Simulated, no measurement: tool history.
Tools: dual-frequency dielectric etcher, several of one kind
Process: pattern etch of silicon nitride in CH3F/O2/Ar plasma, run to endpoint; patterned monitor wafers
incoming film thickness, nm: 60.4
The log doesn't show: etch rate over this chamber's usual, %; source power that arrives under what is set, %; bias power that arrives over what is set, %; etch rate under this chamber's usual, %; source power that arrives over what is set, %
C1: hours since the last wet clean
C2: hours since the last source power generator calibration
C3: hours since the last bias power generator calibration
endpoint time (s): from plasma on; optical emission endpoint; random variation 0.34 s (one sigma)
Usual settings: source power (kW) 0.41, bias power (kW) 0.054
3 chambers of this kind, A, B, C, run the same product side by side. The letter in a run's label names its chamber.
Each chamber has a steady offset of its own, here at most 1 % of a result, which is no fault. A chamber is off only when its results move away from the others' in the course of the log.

{"run": "1C", "day": 0.162, "source power (kW)": 0.41, "bias power (kW)": 0.054, "C1": 94.7, "C2": 1472.1, "C3": 1911.5, "endpoint time (s)": 94.344}
{"run": "2B", "day": 0.342, "source power (kW)": 0.41, "bias power (kW)": 0.054, "C1": 115.4, "C2": 909.9, "C3": 2603.6, "endpoint time (s)": 94.482}
{"run": "3A", "day": 0.546, "source power (kW)": 0.41, "bias power (kW)": 0.054, "C1": 115, "C2": 155, "C3": 3010.2, "endpoint time (s)": 95.627}
{"run": "4A", "day": 0.671, "source power (kW)": 0.41, "bias power (kW)": 0.054, "C1": 118, "C2": 158, "C3": 3013.2, "endpoint time (s)": 94.603}
{"run": "5B", "day": 0.833, "source power (kW)": 0.49, "bias power (kW)": 0.054, "C1": 127.2, "C2": 921.7, "C3": 2615.4, "endpoint time (s)": 88.649}
{"run": "6C", "day": 0.925, "source power (kW)": 0.49, "bias power (kW)": 0.054, "C1": 113, "C2": 1490.4, "C3": 1929.8, "endpoint time (s)": 87.884}
{"run": "7C", "day": 1.117, "source power (kW)": 0.49, "bias power (kW)": 0.054, "C1": 117.6, "C2": 1495, "C3": 1934.4, "endpoint time (s)": 87.998}
{"run": "8A", "day": 1.304, "source power (kW)": 0.41, "bias power (kW)": 0.054, "C1": 133.2, "C2": 173.2, "C3": 3028.4, "endpoint time (s)": 95.456}
{"run": "9B", "day": 1.488, "source power (kW)": 0.41, "bias power (kW)": 0.054, "C1": 142.9, "C2": 937.4, "C3": 2631.1, "endpoint time (s)": 94.904}
{"run": "10C", "day": 1.646, "source power (kW)": 0.41, "bias power (kW)": 0.054, "C1": 130.3, "C2": 1507.7, "C3": 1947.1, "endpoint time (s)": 94.505}
{"run": "11A", "day": 1.833, "source power (kW)": 0.41, "bias power (kW)": 0.054, "C1": 145.9, "C2": 185.9, "C3": 3041.1, "endpoint time (s)": 95.158}
{"run": "12B", "day": 1.946, "source power (kW)": 0.41, "bias power (kW)": 0.054, "C1": 153.9, "C2": 948.4, "C3": 2642.1, "endpoint time (s)": 95.212}
{"run": "13B", "day": 2.062, "source power (kW)": 0.41, "bias power (kW)": 0.054, "C1": 156.7, "C2": 951.2, "C3": 2644.9, "endpoint time (s)": 95.152}
{"run": "14A", "day": 2.175, "source power (kW)": 0.41, "bias power (kW)": 0.054, "C1": 154.1, "C2": 194.1, "C3": 3049.3, "endpoint time (s)": 94.919}
{"run": "15C", "day": 2.383, "source power (kW)": 0.37, "bias power (kW)": 0.062, "C1": 148, "C2": 1525.4, "C3": 1964.8, "endpoint time (s)": 94.438}
{"run": "16A", "day": 2.562, "source power (kW)": 0.37, "bias power (kW)": 0.062, "C1": 163.4, "C2": 203.4, "C3": 3058.6, "endpoint time (s)": 94.101}
{"run": "17B", "day": 2.688, "source power (kW)": 0.37, "bias power (kW)": 0.062, "C1": 171.7, "C2": 966.2, "C3": 2659.9, "endpoint time (s)": 94.444}
{"run": "18C", "day": 2.862, "source power (kW)": 0.31, "bias power (kW)": 0.063, "C1": 159.5, "C2": 1536.9, "C3": 1976.3, "endpoint time (s)": 101.33}
{"run": "19C", "day": 3.071, "source power (kW)": 0.31, "bias power (kW)": 0.063, "C1": 164.5, "C2": 1541.9, "C3": 1981.3, "endpoint time (s)": 101.5}
{"run": "20B", "day": 3.246, "source power (kW)": 0.31, "bias power (kW)": 0.063, "C1": 185.1, "C2": 979.6, "C3": 2673.3, "endpoint time (s)": 100.16}
{"run": "21A", "day": 3.362, "source power (kW)": 0.41, "bias power (kW)": 0.054, "C1": 182.6, "C2": 222.6, "C3": 3077.8, "endpoint time (s)": 94.883}
{"run": "22C", "day": 3.488, "source power (kW)": 0.44, "bias power (kW)": 0.061, "C1": 174.5, "C2": 1551.9, "C3": 1991.3, "endpoint time (s)": 90.557}
{"run": "23B", "day": 3.592, "source power (kW)": 0.44, "bias power (kW)": 0.061, "C1": 193.4, "C2": 987.9, "C3": 2681.6, "endpoint time (s)": 88.498}
{"run": "24A", "day": 3.742, "source power (kW)": 0.44, "bias power (kW)": 0.061, "C1": 191.7, "C2": 231.7, "C3": 3086.9, "endpoint time (s)": 88.981}
{"run": "25C", "day": 3.917, "source power (kW)": 0.41, "bias power (kW)": 0.054, "C1": 184.8, "C2": 1562.2, "C3": 2001.6, "endpoint time (s)": 97.383}
{"run": "26A", "day": 4.054, "source power (kW)": 0.41, "bias power (kW)": 0.054, "C1": 199.2, "C2": 239.2, "C3": 3094.4, "endpoint time (s)": 95.599}
{"run": "27B", "day": 4.179, "source power (kW)": 0.41, "bias power (kW)": 0.054, "C1": 207.5, "C2": 1002, "C3": 2695.7, "endpoint time (s)": 94.923}
{"run": "28C", "day": 4.333, "source power (kW)": 0.41, "bias power (kW)": 0.054, "C1": 194.8, "C2": 1572.2, "C3": 2011.6, "endpoint time (s)": 97.971}
{"run": "29B", "day": 4.533, "source power (kW)": 0.41, "bias power (kW)": 0.054, "C1": 216, "C2": 1010.5, "C3": 2704.2, "endpoint time (s)": 95.878}

What goes on in this fleet: one chamber off, a drifting gauge, or nothing beyond the chambers' own small offsets? Name the chamber and the cause, if any.

Chamber C drifts away from the others.
Cause: etch rate under this chamber's usual, % = 4.3.

Here are 4 candidates for chamber C's next run, each the usual settings with a change, their results left as question marks. Which one brings its results back in line with what the others give on the usual settings?
In line means no further than this from the other chambers' mean on the usual settings: endpoint time (s) 1.2
{"run": "30C-1", "day": 4.688, "source power (kW)": 0.34, "bias power (kW)": 0.054, "endpoint time (s)": "?"}
{"run": "30C-2", "day": 4.688, "source power (kW)": 0.39, "bias power (kW)": 0.051, "endpoint time (s)": "?"}
{"run": "30C-3", "day": 4.688, "source power (kW)": 0.46, "bias power (kW)": 0.06, "endpoint time (s)": "?"}
{"run": "30C-4", "day": 4.688, "source power (kW)": 0.45, "bias power (kW)": 0.054, "endpoint time (s)": "?"}

The other chambers' mean on the usual settings: endpoint time (s) 95.054
run=30C-1 endpoint_time_(s)=105.93
run=30C-2 endpoint_time_(s)=102.3
run=30C-3 endpoint_time_(s)=91.061
run=30C-4 endpoint_time_(s)=95.011
30C-4 brings the chamber back in line.
